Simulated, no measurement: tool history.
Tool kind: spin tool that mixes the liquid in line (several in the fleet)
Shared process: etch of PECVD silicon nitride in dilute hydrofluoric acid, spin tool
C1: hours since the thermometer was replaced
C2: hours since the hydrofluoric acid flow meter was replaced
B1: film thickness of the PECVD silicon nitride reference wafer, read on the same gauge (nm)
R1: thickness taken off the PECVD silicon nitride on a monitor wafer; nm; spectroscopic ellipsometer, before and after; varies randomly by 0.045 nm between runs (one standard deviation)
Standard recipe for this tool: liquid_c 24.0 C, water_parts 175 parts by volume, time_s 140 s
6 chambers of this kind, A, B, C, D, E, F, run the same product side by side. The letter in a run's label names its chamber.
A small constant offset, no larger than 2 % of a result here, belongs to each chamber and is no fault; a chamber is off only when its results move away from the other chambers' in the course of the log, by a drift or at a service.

run 1B hour=9.7 | liquid_c=24.0 water_parts=175 time_s=140 | C1=2124.6 C2=283.5 | B1=39.969 | R1=4.7273
run 2A hour=22.5 | liquid_c=24.0 water_parts=175 time_s=140 | C1=1123.1 C2=484.8 | B1=40.018 | R1=4.5725
run 3D hour=29.7 | liquid_c=24.0 water_parts=175 time_s=140 | C1=205.9 C2=1931.6 | B1=40.028 | R1=4.5339
run 4C hour=42.7 | liquid_c=24.0 water_parts=175 time_s=140 | C1=667.3 C2=823.2 | B1=39.967 | R1=4.5835
run 5F hour=50.4 | liquid_c=24.0 water_parts=175 time_s=140 | C1=175.4 C2=698.9 | B1=39.996 | R1=4.5730
run 6E hour=60.2 | liquid_c=24.0 water_parts=175 time_s=140 | C1=650.3 C2=1264.0 | B1=39.988 | R1=4.4609
run 7C hour=68.1 | liquid_c=24.0 water_parts=175 time_s=140 | C1=692.7 C2=848.6 | B1=40.035 | R1=4.4462
-- hour=77.9 chamber D: hydrofluoric acid flow meter replaced
run 8A hour=78.2 | liquid_c=24.0 water_parts=175 time_s=140 | C1=1178.8 C2=540.5 | B1=40.017 | R1=4.6395
run 9F hour=84.6 | liquid_c=24.0 water_parts=175 time_s=140 | C1=209.6 C2=733.1 | B1=39.988 | R1=4.5666
run 10E hour=97.6 | liquid_c=24.0 water_parts=175 time_s=140 | C1=687.7 C2=1301.4 | B1=40.042 | R1=4.4605
run 11B hour=108.9 | liquid_c=24.0 water_parts=175 time_s=140 | C1=2223.8 C2=382.7 | B1=39.993 | R1=4.6272
run 12D hour=120.8 | liquid_c=24.0 water_parts=175 time_s=140 | C1=297.0 C2=42.9 | B1=39.974 | R1=4.5523
run 13F hour=132.3 | liquid_c=24.0 water_parts=175 time_s=140 | C1=257.3 C2=780.8 | B1=39.992 | R1=4.6442
-- hour=138.8 chamber C: hydrofluoric acid flow meter replaced
run 14A hour=142.3 | liquid_c=24.0 water_parts=175 time_s=140 | C1=1242.9 C2=604.6 | B1=40.008 | R1=4.5824
run 15B hour=154.6 | liquid_c=24.0 water_parts=175 time_s=140 | C1=2269.5 C2=428.4 | B1=40.024 | R1=4.6094
run 16C hour=167.4 | liquid_c=24.0 water_parts=175 time_s=140 | C1=792.0 C2=28.6 | B1=39.956 | R1=4.4699
run 17D hour=176.8 | liquid_c=24.0 water_parts=175 time_s=140 | C1=353.0 C2=98.9 | B1=40.021 | R1=4.5443
run 18E hour=190.1 | liquid_c=28.5 water_parts=175 time_s=80 | C1=780.2 C2=1393.9 | B1=40.019 | R1=3.4710
run 19B hour=198.9 | liquid_c=28.5 water_parts=175 time_s=80 | C1=2313.8 C2=472.7 | B1=39.998 | R1=3.4841
run 20E hour=206.9 | liquid_c=28.5 water_parts=175 time_s=80 | C1=797.0 C2=1410.7 | B1=40.020 | R1=3.4032
run 21A hour=215.6 | liquid_c=28.5 water_parts=175 time_s=80 | C1=1316.2 C2=677.9 | B1=40.037 | R1=3.5012
run 22F hour=222.4 | liquid_c=28.5 water_parts=175 time_s=80 | C1=347.4 C2=870.9 | B1=39.965 | R1=3.4860
run 23C hour=233.4 | liquid_c=28.5 water_parts=175 time_s=80 | C1=858.0 C2=94.6 | B1=40.000 | R1=3.3054
run 24D hour=245.4 | liquid_c=24.0 water_parts=175 time_s=140 | C1=421.6 C2=167.5 | B1=40.054 | R1=4.5268
run 25F hour=257.0 | liquid_c=24.0 water_parts=175 time_s=140 | C1=382.0 C2=905.5 | B1=39.987 | R1=4.5266
run 26D hour=262.9 | liquid_c=24.0 water_parts=175 time_s=140 | C1=439.1 C2=185.0 | B1=39.962 | R1=4.5868
run 27E hour=271.3 | liquid_c=24.0 water_parts=175 time_s=140 | C1=861.4 C2=1475.1 | B1=39.979 | R1=4.5227
-- hour=271.5 chamber B: hydrofluoric acid flow meter replaced
run 28C hour=281.0 | liquid_c=24.0 water_parts=175 time_s=140 | C1=905.6 C2=142.2 | B1=39.996 | R1=4.2808
run 29A hour=288.8 | liquid_c=24.0 water_parts=175 time_s=140 | C1=1389.4 C2=751.1 | B1=40.036 | R1=4.5588
run 30B hour=300.5 | liquid_c=24.0 water_parts=175 time_s=140 | C1=2415.4 C2=29.0 | B1=39.998 | R1=4.6147
run 31D hour=312.8 | liquid_c=24.0 water_parts=175 time_s=140 | C1=489.0 C2=234.9 | B1=40.012 | R1=4.4668
run 32C hour=318.6 | liquid_c=24.0 water_parts=175 time_s=140 | C1=943.2 C2=179.8 | B1=39.971 | R1=4.2097
run 33A hour=329.2 | liquid_c=24.0 water_parts=175 time_s=140 | C1=1429.8 C2=791.5 | B1=40.020 | R1=4.5599
run 34B hour=335.5 | liquid_c=24.0 water_parts=175 time_s=140 | C1=2450.4 C2=64.0 | B1=40.014 | R1=4.6431
run 35E hour=347.2 | liquid_c=24.0 water_parts=245 time_s=140 | C1=937.3 C2=1551.0 | B1=40.023 | R1=3.2424
run 36F hour=357.0 | liquid_c=24.0 water_parts=245 time_s=140 | C1=482.0 C2=1005.5 | B1=40.022 | R1=3.2455

Read the log: is a single chamber off, either drifting away or since a service, is the gauge that measures every chamber drifting, or is nothing wrong beyond small per-chamber offsets? Name any odd chamber and what most likely caused it.

Chamber C drifts away from the others.
Most likely cause: liquid colder than its thermometer reads (K) = 1.6.

Which of the 4 candidates below, each the usual settings with something changed and its results left as question marks, puts chamber C back in line with what the other chambers give on the usual settings?
Allowed miss from the other chambers' usual-settings mean, per result, to count as in line: R1 0.1600 nm
run 37C-1 hour=366.6 | liquid_c=24.0 water_parts=175 time_s=145 | R1=?
run 37C-2 hour=366.6 | liquid_c=25.5 water_parts=175 time_s=140 | R1=?
run 37C-3 hour=366.6 | liquid_c=24.0 water_parts=175 time_s=135 | R1=?
run 37C-4 hour=366.6 | liquid_c=24.0 water_parts=175 time_s=125 | R1=?

The mean the other chambers reach with the usual settings: R1 4.5720 nm
run=37C-1 R1=4.2853
run=37C-2 R1=4.5568
run=37C-3 R1=3.9898
run=37C-4 R1=3.6942
The right change is 37C-2: it brings the chamber back within the allowed miss of the others.
